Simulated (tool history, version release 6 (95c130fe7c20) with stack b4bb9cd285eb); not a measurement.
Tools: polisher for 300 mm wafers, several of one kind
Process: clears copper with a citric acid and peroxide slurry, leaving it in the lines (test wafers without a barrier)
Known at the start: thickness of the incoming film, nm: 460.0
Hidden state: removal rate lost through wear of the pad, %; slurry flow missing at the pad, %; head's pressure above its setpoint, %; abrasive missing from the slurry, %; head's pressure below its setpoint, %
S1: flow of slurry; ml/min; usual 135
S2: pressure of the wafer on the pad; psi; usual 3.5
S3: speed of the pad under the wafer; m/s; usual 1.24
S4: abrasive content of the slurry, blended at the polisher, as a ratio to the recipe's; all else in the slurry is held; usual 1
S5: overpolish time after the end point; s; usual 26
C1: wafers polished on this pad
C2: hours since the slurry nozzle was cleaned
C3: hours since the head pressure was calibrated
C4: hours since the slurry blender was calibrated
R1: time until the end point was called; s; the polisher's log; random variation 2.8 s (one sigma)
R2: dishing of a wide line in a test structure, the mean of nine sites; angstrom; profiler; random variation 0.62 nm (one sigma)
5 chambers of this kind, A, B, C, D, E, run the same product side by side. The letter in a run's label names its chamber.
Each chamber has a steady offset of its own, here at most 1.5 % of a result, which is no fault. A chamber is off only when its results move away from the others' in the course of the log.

At day 0.142: chamber C: worn pad replaced by a new one.
Run 1A, day 0.300: usual settings; C1 625; C2 447.0; C3 1414.8; C4 10.0. Result: R1 178.40 s, R2 284.84 angstrom.
At day 0.362: chamber E: slurry nozzle cleaned.
Run 2E, day 0.517: usual settings; C1 353; C2 3.8; C3 456.7; C4 101.2. Result: R1 171.32 s, R2 288.18 angstrom.
Run 3D, day 0.817: usual settings; C1 472; C2 93.1; C3 187.2; C4 130.2. Result: R1 176.75 s, R2 287.24 angstrom.
At day 0.871: chamber D: worn pad replaced by a new one.
Run 4B, day 1.096: usual settings; C1 678; C2 497.5; C3 196.5; C4 382.3. Result: R1 172.02 s, R2 292.41 angstrom.
Run 5C, day 1.425: usual settings; C1 176; C2 54.5; C3 132.7; C4 85.6. Result: R1 175.46 s, R2 291.99 angstrom.
Run 6E, day 1.854: usual settings; C1 537; C2 35.9; C3 488.8; C4 133.3. Result: R1 177.63 s, R2 276.51 angstrom.
Run 7C, day 2.079: usual settings; C1 266; C2 70.2; C3 148.4; C4 101.3. Result: R1 173.96 s, R2 287.78 angstrom.
At day 2.150: chamber A: head pressure recalibrated.
Run 8A, day 2.317: usual settings; C1 902; C2 495.4; C3 4.0; C4 58.4. Result: R1 173.27 s, R2 284.64 angstrom.
Run 9B, day 2.583: usual settings; C1 883; C2 533.2; C3 232.2; C4 418.0. Result: R1 177.25 s, R2 283.98 angstrom.
Run 10D, day 2.821: usual settings; C1 268; C2 141.2; C3 235.3; C4 178.3. Result: R1 176.47 s, R2 287.06 angstrom.
Run 11E, day 3.071: usual settings but S2 2.4 psi; C1 704; C2 65.1; C3 518.0; C4 162.5. Result: R1 252.82 s, R2 239.86 angstrom.
Run 12C, day 3.354: usual settings but S2 2.4 psi; C1 442; C2 100.8; C3 179.0; C4 131.9. Result: R1 254.34 s, R2 241.45 angstrom.
Run 13B, day 3.750: usual settings but S2 2.4 psi; C1 1043; C2 561.2; C3 260.2; C4 446.0. Result: R1 252.04 s, R2 240.04 angstrom.
Run 14D, day 4.117: usual settings but S2 2.4 psi; C1 446; C2 172.3; C3 266.4; C4 209.4. Result: R1 251.30 s, R2 233.56 angstrom.
At day 4.196: chamber C: worn pad replaced by a new one.
Run 15A, day 4.467: usual settings but S2 2.4 psi; C1 1198; C2 547.0; C3 55.6; C4 110.0. Result: R1 250.89 s, R2 232.30 angstrom.
Run 16A, day 4.683: usual settings; C1 1228; C2 552.2; C3 60.8; C4 115.2. Result: R1 180.68 s, R2 286.45 angstrom.
At day 4.883: chamber D: worn pad replaced by a new one.
Run 17C, day 5.162: usual settings but S1 100 ml/min, S5 39 s; C1 133; C2 144.2; C3 222.4; C4 175.3. Result: R1 189.28 s, R2 318.90 angstrom.
Run 18D, day 5.638: usual settings but S1 100 ml/min, S5 39 s; C1 104; C2 208.8; C3 302.9; C4 245.9. Result: R1 186.00 s, R2 317.53 angstrom.
At day 5.729: chamber E: slurry blender recalibrated.
Run 19B, day 6.042: usual settings but S1 100 ml/min, S5 39 s; C1 1358; C2 616.2; C3 315.2; C4 501.0. Result: R1 195.97 s, R2 315.87 angstrom.
At day 6.267: chamber B: slurry blender recalibrated.
Run 20E, day 6.475: usual settings but S1 100 ml/min, S5 39 s; C1 1172; C2 146.8; C3 599.7; C4 17.9. Result: R1 193.53 s, R2 312.67 angstrom.
At day 6.483: chamber A: worn pad replaced by a new one.
At day 6.546: chamber C: slurry blender recalibrated.
At day 6.658: chamber E: worn pad replaced by a new one.
Run 21B, day 6.712: usual settings but S1 100 ml/min, S5 39 s; C1 1451; C2 632.3; C3 331.3; C4 10.7. Result: R1 195.37 s, R2 324.76 angstrom.
Run 22A, day 7.125: usual settings; C1 88; C2 610.8; C3 119.4; C4 173.8. Result: R1 173.15 s, R2 291.48 angstrom.
At day 7.171: chamber B: head pressure recalibrated.
Run 23E, day 7.412: usual settings; C1 104; C2 169.3; C3 622.2; C4 40.4. Result: R1 179.45 s, R2 278.88 angstrom.
Run 24D, day 7.729: usual settings; C1 391; C2 259.0; C3 353.1; C4 296.1. Result: R1 170.58 s, R2 289.65 angstrom.
Run 25C, day 7.971: usual settings; C1 519; C2 211.6; C3 289.8; C4 34.3. Result: R1 172.09 s, R2 281.15 angstrom.
At day 8.350: chamber B: worn pad replaced by a new one.
Run 26A, day 8.354: usual settings; C1 257; C2 640.3; C3 148.9; C4 203.3. Result: R1 176.51 s, R2 296.96 angstrom.
At day 8.600: chamber D: slurry blender recalibrated.
At day 8.662: chamber E: slurry nozzle cleaned.
Run 27D, day 8.796: usual settings; C1 538; C2 284.6; C3 378.7; C4 4.8. Result: R1 179.40 s, R2 266.20 angstrom.
At day 8.838: chamber C: worn pad replaced by a new one.
At day 8.917: chamber D: worn pad replaced by a new one.
Run 28E, day 9.183: usual settings; C1 347; C2 12.6; C3 664.7; C4 82.9. Result: R1 178.85 s, R2 282.67 angstrom.
Run 29B, day 9.617: usual settings; C1 174; C2 702.0; C3 58.7; C4 80.4. Result: R1 188.51 s, R2 286.07 angstrom.
Run 30C, day 10.000: usual settings; C1 160; C2 260.3; C3 338.5; C4 83.0. Result: R1 182.82 s, R2 283.58 angstrom.
Run 31E, day 10.250: usual settings; C1 494; C2 38.2; C3 690.3; C4 108.5. Result: R1 180.77 s, R2 281.26 angstrom.
Run 32D, day 10.550: usual settings; C1 225; C2 326.7; C3 420.8; C4 46.9. Result: R1 174.76 s, R2 294.37 angstrom.
At day 10.808: chamber C: head pressure recalibrated.
Run 33C, day 10.938: usual settings; C1 288; C2 282.8; C3 3.1; C4 105.5. Result: R1 173.41 s, R2 278.52 angstrom.
Run 34B, day 11.308: usual settings; C1 406; C2 742.6; C3 99.3; C4 121.0. Result: R1 194.98 s, R2 277.60 angstrom.
At day 11.500: chamber A: slurry blender recalibrated.
Run 35A, day 11.742: usual settings; C1 723; C2 721.6; C3 230.2; C4 5.9. Result: R1 176.25 s, R2 272.23 angstrom.

Next, every chamber runs the same settings. What will each give?
Run 36A, day 12.092: usual settings. Result: R1 ?, R2 ?.
Run 36B, day 12.092: usual settings. Result: R1 ?, R2 ?.
Run 36C, day 12.092: usual settings. Result: R1 ?, R2 ?.
Run 36D, day 12.092: usual settings. Result: R1 ?, R2 ?.
Run 36E, day 12.092: usual settings. Result: R1 ?, R2 ?.

run      R1      R2
36A  172.61  278.73
36B  195.43  275.75
36C  174.54  290.26
36D  171.38  274.67
36E  179.88  277.20
